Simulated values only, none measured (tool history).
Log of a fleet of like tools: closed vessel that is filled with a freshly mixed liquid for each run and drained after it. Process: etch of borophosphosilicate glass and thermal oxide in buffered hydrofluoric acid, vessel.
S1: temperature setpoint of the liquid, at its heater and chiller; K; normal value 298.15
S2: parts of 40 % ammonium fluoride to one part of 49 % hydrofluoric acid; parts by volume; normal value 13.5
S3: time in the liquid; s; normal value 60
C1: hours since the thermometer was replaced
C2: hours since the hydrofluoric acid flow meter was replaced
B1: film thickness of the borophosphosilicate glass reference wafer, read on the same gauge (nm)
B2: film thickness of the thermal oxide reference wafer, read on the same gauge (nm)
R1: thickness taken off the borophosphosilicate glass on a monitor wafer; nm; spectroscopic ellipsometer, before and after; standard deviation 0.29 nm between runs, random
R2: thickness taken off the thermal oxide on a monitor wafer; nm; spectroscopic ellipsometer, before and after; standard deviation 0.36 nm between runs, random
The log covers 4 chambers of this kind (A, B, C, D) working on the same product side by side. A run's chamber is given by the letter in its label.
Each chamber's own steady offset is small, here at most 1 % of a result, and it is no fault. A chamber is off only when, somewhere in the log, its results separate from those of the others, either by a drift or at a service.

| run | day | S1 | S2 | S3 | C1 | C2 | B1 | B2 | R1 | R2 |
|---|---|---|---|---|---|---|---|---|---|---|
| 1D | 0.329 | 298.15 | 13.5 | 60 | 679.6 | 906.7 | 70.006 | 149.99 | 64.575 | 53.884 |
| 2B | 0.725 | 298.15 | 13.5 | 60 | 387.7 | 964.8 | 70.005 | 149.97 | 64.13 | 53.465 |
| 3C | 1.267 | 298.15 | 13.5 | 60 | 255.7 | 641.9 | 70.014 | 149.99 | 64.585 | 54.528 |
| 4A | 1.608 | 298.15 | 13.5 | 60 | 1808.2 | 263.5 | 70.013 | 149.96 | 65.233 | 54.022 |
| 5D | 2.146 | 298.15 | 13.5 | 60 | 723.2 | 950.3 | 70.025 | 150.01 | 64.648 | 54.465 |
| 6C | 2.708 | 298.15 | 13.5 | 60 | 290.3 | 676.5 | 70.005 | 150 | 64.55 | 53.735 |
| 7B | 3.075 | 298.15 | 13.5 | 60 | 444.1 | 1021.2 | 69.98 | 150 | 64.328 | 53.863 |
| 8A | 3.446 | 298.15 | 13.5 | 60 | 1852.3 | 307.6 | 70.022 | 149.99 | 65.196 | 54 |
| 9A | 3.979 | 298.15 | 13.5 | 60 | 1865.1 | 320.4 | 70.015 | 149.99 | 65.678 | 53.696 |
| 10B | 4.512 | 298.15 | 13.5 | 60 | 478.6 | 1055.7 | 70.001 | 150.01 | 64.487 | 54.497 |
| 11D | 5.121 | 298.15 | 18.5 | 85 | 794.6 | 1021.7 | 70.031 | 150 | 66.29 | 55.352 |
| 12C | 5.638 | 298.15 | 18.5 | 85 | 360.6 | 746.8 | 70.002 | 150 | 67.57 | 56.593 |
| 13C | 5.979 | 298.15 | 18.5 | 85 | 368.8 | 755 | 69.989 | 150.01 | 68.002 | 55.927 |
| 14B | 6.546 | 298.15 | 18.5 | 85 | 527.4 | 1104.5 | 70.026 | 150 | 66.537 | 56.156 |
|  | 6.621 | chamber D: hydrofluoric acid flow meter replaced |
| 15A | 7.104 | 298.15 | 13.5 | 60 | 1940.1 | 395.4 | 70.009 | 150 | 64.959 | 54.254 |
| 16D | 7.517 | 298.15 | 13.5 | 60 | 852.1 | 21.5 | 69.982 | 150.02 | 62.761 | 52.198 |
| 17A | 8.038 | 298.15 | 13.5 | 60 | 1962.5 | 417.8 | 69.985 | 150.03 | 64.58 | 53.507 |
| 18D | 8.675 | 298.15 | 13.5 | 60 | 879.9 | 49.3 | 70.008 | 150 | 61.871 | 51.755 |
| 19B | 9.096 | 296.15 | 13.5 | 95 | 588.6 | 1165.7 | 69.986 | 149.97 | 91.27 | 76.875 |
| 20C | 9.725 | 296.15 | 13.5 | 95 | 458.7 | 844.9 | 70.019 | 149.96 | 92.421 | 76.633 |
| 21A | 10.067 | 296.15 | 13.5 | 95 | 2011.2 | 466.5 | 69.963 | 150.01 | 92.955 | 76.975 |
| 22C | 10.658 | 296.15 | 13.5 | 95 | 481.1 | 867.3 | 70.002 | 149.99 | 91.972 | 76.86 |
| 23D | 11.117 | 298.15 | 13.5 | 60 | 938.5 | 107.9 | 69.981 | 150.01 | 61.514 | 51.397 |
| 24B | 11.779 | 302.65 | 13.5 | 45 | 653 | 1230.1 | 70.029 | 150.02 | 61.371 | 51.38 |
| 25B | 12.312 | 302.65 | 13.5 | 45 | 665.8 | 1242.9 | 69.975 | 150 | 61.126 | 51.143 |
| 26D | 12.712 | 302.65 | 13.5 | 45 | 976.8 | 146.2 | 70.021 | 150.01 | 58.284 | 48.425 |
| 27A | 13.162 | 302.65 | 13.5 | 45 | 2085.5 | 540.8 | 70.003 | 149.97 | 61.597 | 50.967 |

Next, all 4 chambers run the settings below, one line each with question marks for the results. What does each chamber give?
| 28A | 13.642 | 298.15 | 13.5 | 60 |  |  |  |  | ? | ? |
| 28B | 13.642 | 298.15 | 13.5 | 60 |  |  |  |  | ? | ? |
| 28C | 13.642 | 298.15 | 13.5 | 60 |  |  |  |  | ? | ? |
| 28D | 13.642 | 298.15 | 13.5 | 60 |  |  |  |  | ? | ? |

| run | R1 | R2 |
|---|---|---|
| 28A | 65.192 | 54.608 |
| 28B | 63.81 | 54.466 |
| 28C | 64.935 | 54.262 |
| 28D | 60.415 | 50.339 |
